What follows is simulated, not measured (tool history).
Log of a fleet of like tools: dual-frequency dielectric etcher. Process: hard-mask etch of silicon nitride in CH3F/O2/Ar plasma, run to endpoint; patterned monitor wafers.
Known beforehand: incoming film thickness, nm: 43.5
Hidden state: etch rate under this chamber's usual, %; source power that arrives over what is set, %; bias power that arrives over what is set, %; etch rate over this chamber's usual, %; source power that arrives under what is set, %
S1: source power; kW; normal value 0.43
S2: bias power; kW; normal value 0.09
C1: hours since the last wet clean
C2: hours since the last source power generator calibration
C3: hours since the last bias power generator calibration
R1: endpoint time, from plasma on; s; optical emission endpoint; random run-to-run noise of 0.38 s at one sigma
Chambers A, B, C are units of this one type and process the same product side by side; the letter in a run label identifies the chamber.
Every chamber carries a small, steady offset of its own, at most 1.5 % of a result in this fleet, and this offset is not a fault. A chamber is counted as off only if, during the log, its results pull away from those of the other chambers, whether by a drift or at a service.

run	hour	S1	S2	C1	C2	C3	R1
1C	5.4	0.43	0.09	332.7	2015.7	3064.4	57.506
2A	11.8	0.43	0.09	104.5	33.3	1590.6	56.015
3B	19.5	0.43	0.09	105.4	638	323.7	57.149
4C	29.9	0.43	0.09	357.2	2040.2	3088.9	56.105
5B	40.4	0.43	0.09	126.3	658.9	344.6	57.137
6A	49.2	0.52	0.09	141.9	70.7	1628	51.992
7B	57.3	0.52	0.09	143.2	675.8	361.5	52.573
8C	67.9	0.52	0.09	395.2	2078.2	3126.9	53.54
9A	73.8	0.43	0.09	166.5	95.3	1652.6	55.551
10B	80.6	0.5	0.09	166.5	699.1	384.8	53.067
11C	88.6	0.5	0.09	415.9	2098.9	3147.6	53.761
12A	95.8	0.5	0.09	188.5	117.3	1674.6	52.686
13C	101.5	0.43	0.09	428.8	2111.8	3160.5	56.973
14B	108.4	0.43	0.09	194.3	726.9	412.6	56.657
15A	114.9	0.43	0.09	207.6	136.4	1693.7	55.689
16A	121.7	0.43	0.073	214.4	143.2	1700.5	60.383
17C	130.9	0.43	0.073	458.2	2141.2	3189.9	61.019
18B	138.3	0.43	0.073	224.2	756.8	442.5	60.535
19A	144.5	0.43	0.09	237.2	166	1723.3	55.581
20B	150.2	0.33	0.078	236.1	768.7	454.4	64.984
21C	160	0.33	0.078	487.3	2170.3	3219	65.862
22A	167.7	0.33	0.078	260.4	189.2	1746.5	65.017
23B	175	0.43	0.09	260.9	793.5	479.2	56.301
# hour 181.7: chamber C: wet clean of the chamber
24C	182.3	0.43	0.09	0.7	2192.6	3241.3	57.028
25C	192	0.43	0.09	10.4	2202.3	3251	56.249
26A	197.7	0.43	0.09	290.4	219.2	1776.5	56.087
27B	207	0.43	0.09	292.9	825.5	511.2	56.589
28C	213.6	0.43	0.09	32	2223.9	3272.6	56.874
29B	220.4	0.43	0.09	306.3	838.9	524.6	55.94
30A	225.2	0.43	0.09	317.9	246.7	1804	55.908
31B	230.5	0.43	0.09	316.4	849	534.7	56.219
32C	240.8	0.43	0.09	59.2	2251.1	3299.8	57.037
33A	249.9	0.43	0.09	342.6	271.4	1828.7	55.709
34A	257.1	0.43	0.09	349.8	278.6	1835.9	56.185
35C	261.7	0.43	0.09	80.1	2272	3320.7	56.534
36B	270	0.43	0.09	355.9	888.5	574.2	56.966
37A	278.7	0.43	0.09	371.4	300.2	1857.5	55.728
# hour 282.7: chamber B: wet clean of the chamber
38B	285.7	0.43	0.09	3	904.2	589.9	56.822

Next, every chamber runs the same settings. What will each give?
39A	293.3	0.43	0.077				?
39B	293.3	0.43	0.077				?
39C	293.3	0.43	0.077				?

run	R1
39A	59.076
39B	59.948
39C	59.864
